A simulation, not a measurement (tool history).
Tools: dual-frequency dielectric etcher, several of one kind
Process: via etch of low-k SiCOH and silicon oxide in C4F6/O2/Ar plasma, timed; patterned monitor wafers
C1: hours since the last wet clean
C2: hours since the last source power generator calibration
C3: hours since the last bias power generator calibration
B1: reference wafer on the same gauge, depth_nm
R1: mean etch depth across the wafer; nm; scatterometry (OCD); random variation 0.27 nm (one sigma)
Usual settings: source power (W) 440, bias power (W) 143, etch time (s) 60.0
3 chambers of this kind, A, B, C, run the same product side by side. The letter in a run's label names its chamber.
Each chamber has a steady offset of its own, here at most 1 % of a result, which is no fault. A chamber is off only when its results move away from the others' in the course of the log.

run 1B hour=9.5 | source_power_(W)=440 bias_power_(W)=143 etch_time_(s)=60.0 | C1=215.4 C2=2886.6 C3=874.5 | B1=186.03 | R1=162.63
-- hour=19.0 chamber C: wet clean of the chamber
run 2C hour=19.1 | source_power_(W)=440 bias_power_(W)=143 etch_time_(s)=60.0 | C1=0.1 C2=369.6 C3=2868.0 | B1=186.04 | R1=161.17
run 3A hour=31.8 | source_power_(W)=440 bias_power_(W)=143 etch_time_(s)=60.0 | C1=284.9 C2=888.2 C3=798.6 | B1=185.86 | R1=163.28
run 4C hour=39.1 | source_power_(W)=440 bias_power_(W)=143 etch_time_(s)=60.0 | C1=20.1 C2=389.6 C3=2888.0 | B1=185.81 | R1=162.00
run 5B hour=52.6 | source_power_(W)=440 bias_power_(W)=125 etch_time_(s)=43.0 | C1=258.5 C2=2929.7 C3=917.6 | B1=185.93 | R1=112.43
run 6A hour=64.4 | source_power_(W)=440 bias_power_(W)=125 etch_time_(s)=43.0 | C1=317.5 C2=920.8 C3=831.2 | B1=185.85 | R1=112.63
run 7A hour=77.3 | source_power_(W)=440 bias_power_(W)=125 etch_time_(s)=43.0 | C1=330.4 C2=933.7 C3=844.1 | B1=185.77 | R1=112.38
run 8B hour=90.7 | source_power_(W)=440 bias_power_(W)=143 etch_time_(s)=60.0 | C1=296.6 C2=2967.8 C3=955.7 | B1=185.74 | R1=162.56
run 9C hour=102.3 | source_power_(W)=440 bias_power_(W)=143 etch_time_(s)=60.0 | C1=83.3 C2=452.8 C3=2951.2 | B1=185.77 | R1=161.85
run 10C hour=111.7 | source_power_(W)=440 bias_power_(W)=143 etch_time_(s)=60.0 | C1=92.7 C2=462.2 C3=2960.6 | B1=185.74 | R1=161.57
run 11B hour=119.1 | source_power_(W)=440 bias_power_(W)=143 etch_time_(s)=60.0 | C1=325.0 C2=2996.2 C3=984.1 | B1=185.62 | R1=163.12
run 12A hour=130.0 | source_power_(W)=440 bias_power_(W)=143 etch_time_(s)=60.0 | C1=383.1 C2=986.4 C3=896.8 | B1=185.66 | R1=162.82
run 13C hour=140.3 | source_power_(W)=440 bias_power_(W)=143 etch_time_(s)=60.0 | C1=121.3 C2=490.8 C3=2989.2 | B1=185.60 | R1=161.48
run 14B hour=151.8 | source_power_(W)=440 bias_power_(W)=143 etch_time_(s)=60.0 | C1=357.7 C2=3028.9 C3=1016.8 | B1=185.49 | R1=162.64
run 15A hour=159.5 | source_power_(W)=440 bias_power_(W)=143 etch_time_(s)=60.0 | C1=412.6 C2=1015.9 C3=926.3 | B1=185.59 | R1=163.15
run 16B hour=172.6 | source_power_(W)=440 bias_power_(W)=143 etch_time_(s)=60.0 | C1=378.5 C2=3049.7 C3=1037.6 | B1=185.49 | R1=163.09
-- hour=179.5 chamber B: wet clean of the chamber
run 17A hour=181.8 | source_power_(W)=440 bias_power_(W)=143 etch_time_(s)=60.0 | C1=434.9 C2=1038.2 C3=948.6 | B1=185.53 | R1=162.85
run 18C hour=193.2 | source_power_(W)=440 bias_power_(W)=143 etch_time_(s)=60.0 | C1=174.2 C2=543.7 C3=3042.1 | B1=185.51 | R1=161.26
run 19C hour=201.3 | source_power_(W)=440 bias_power_(W)=143 etch_time_(s)=60.0 | C1=182.3 C2=551.8 C3=3050.2 | B1=185.47 | R1=160.93
run 20B hour=211.1 | source_power_(W)=440 bias_power_(W)=143 etch_time_(s)=60.0 | C1=31.7 C2=3088.2 C3=1076.1 | B1=185.36 | R1=162.46
-- hour=218.5 chamber A: wet clean of the chamber
run 21A hour=219.8 | source_power_(W)=440 bias_power_(W)=143 etch_time_(s)=60.0 | C1=1.3 C2=1076.2 C3=986.6 | B1=185.44 | R1=162.96
run 22B hour=228.3 | source_power_(W)=440 bias_power_(W)=143 etch_time_(s)=60.0 | C1=48.9 C2=3105.4 C3=1093.3 | B1=185.28 | R1=161.94
run 23C hour=241.2 | source_power_(W)=440 bias_power_(W)=143 etch_time_(s)=60.0 | C1=222.2 C2=591.7 C3=3090.1 | B1=185.40 | R1=161.49
run 24A hour=250.1 | source_power_(W)=440 bias_power_(W)=143 etch_time_(s)=60.0 | C1=31.6 C2=1106.5 C3=1016.9 | B1=185.29 | R1=162.86
run 25C hour=262.8 | source_power_(W)=440 bias_power_(W)=143 etch_time_(s)=51.0 | C1=243.8 C2=613.3 C3=3111.7 | B1=185.29 | R1=137.04
run 26B hour=272.0 | source_power_(W)=440 bias_power_(W)=143 etch_time_(s)=51.0 | C1=92.6 C2=3149.1 C3=1137.0 | B1=185.33 | R1=138.20
run 27A hour=285.9 | source_power_(W)=440 bias_power_(W)=143 etch_time_(s)=51.0 | C1=67.4 C2=1142.3 C3=1052.7 | B1=185.16 | R1=138.56
run 28A hour=293.6 | source_power_(W)=440 bias_power_(W)=143 etch_time_(s)=60.0 | C1=75.1 C2=1150.0 C3=1060.4 | B1=185.26 | R1=162.53
run 29B hour=303.2 | source_power_(W)=360 bias_power_(W)=143 etch_time_(s)=67.0 | C1=123.8 C2=3180.3 C3=1168.2 | B1=185.14 | R1=166.75
run 30C hour=311.1 | source_power_(W)=360 bias_power_(W)=143 etch_time_(s)=67.0 | C1=292.1 C2=661.6 C3=3160.0 | B1=185.17 | R1=166.59
run 31A hour=322.4 | source_power_(W)=360 bias_power_(W)=143 etch_time_(s)=67.0 | C1=103.9 C2=1178.8 C3=1089.2 | B1=185.07 | R1=167.55
run 32C hour=330.3 | source_power_(W)=440 bias_power_(W)=143 etch_time_(s)=60.0 | C1=311.3 C2=680.8 C3=3179.2 | B1=185.09 | R1=161.34
run 33B hour=338.2 | source_power_(W)=440 bias_power_(W)=143 etch_time_(s)=60.0 | C1=158.8 C2=3215.3 C3=1203.2 | B1=185.06 | R1=162.07
run 34C hour=351.1 | source_power_(W)=440 bias_power_(W)=143 etch_time_(s)=71.5 | C1=332.1 C2=701.6 C3=3200.0 | B1=185.03 | R1=191.96
-- hour=353.2 chamber C: wet clean of the chamber
run 35B hour=358.7 | source_power_(W)=440 bias_power_(W)=143 etch_time_(s)=71.5 | C1=179.3 C2=3235.8 C3=1223.7 | B1=184.89 | R1=192.65
run 36A hour=371.9 | source_power_(W)=440 bias_power_(W)=143 etch_time_(s)=71.5 | C1=153.4 C2=1228.3 C3=1138.7 | B1=184.98 | R1=193.53
run 37B hour=380.2 | source_power_(W)=440 bias_power_(W)=143 etch_time_(s)=60.0 | C1=200.8 C2=3257.3 C3=1245.2 | B1=184.89 | R1=161.76
run 38C hour=391.5 | source_power_(W)=440 bias_power_(W)=143 etch_time_(s)=60.0 | C1=38.3 C2=742.0 C3=3240.4 | B1=184.85 | R1=161.31
run 39A hour=399.4 | source_power_(W)=540 bias_power_(W)=143 etch_time_(s)=68.0 | C1=180.9 C2=1255.8 C3=1166.2 | B1=184.89 | R1=200.59
run 40A hour=412.2 | source_power_(W)=540 bias_power_(W)=143 etch_time_(s)=68.0 | C1=193.7 C2=1268.6 C3=1179.0 | B1=184.85 | R1=199.20
run 41B hour=423.7 | source_power_(W)=540 bias_power_(W)=143 etch_time_(s)=68.0 | C1=244.3 C2=3300.8 C3=1288.7 | B1=184.79 | R1=199.21
run 42C hour=431.4 | source_power_(W)=440 bias_power_(W)=143 etch_time_(s)=60.0 | C1=78.2 C2=781.9 C3=3280.3 | B1=184.85 | R1=160.69
run 43A hour=440.5 | source_power_(W)=440 bias_power_(W)=143 etch_time_(s)=60.0 | C1=222.0 C2=1296.9 C3=1207.3 | B1=184.71 | R1=162.50

All 3 chambers run these settings next. Forecast each chamber's results:
run 44A hour=450.6 | source_power_(W)=440 bias_power_(W)=143 etch_time_(s)=60.0 | R1=?
run 44B hour=450.6 | source_power_(W)=440 bias_power_(W)=143 etch_time_(s)=60.0 | R1=?
run 44C hour=450.6 | source_power_(W)=440 bias_power_(W)=143 etch_time_(s)=60.0 | R1=?

run=44A R1=161.99
run=44B R1=161.99
run=44C R1=160.47
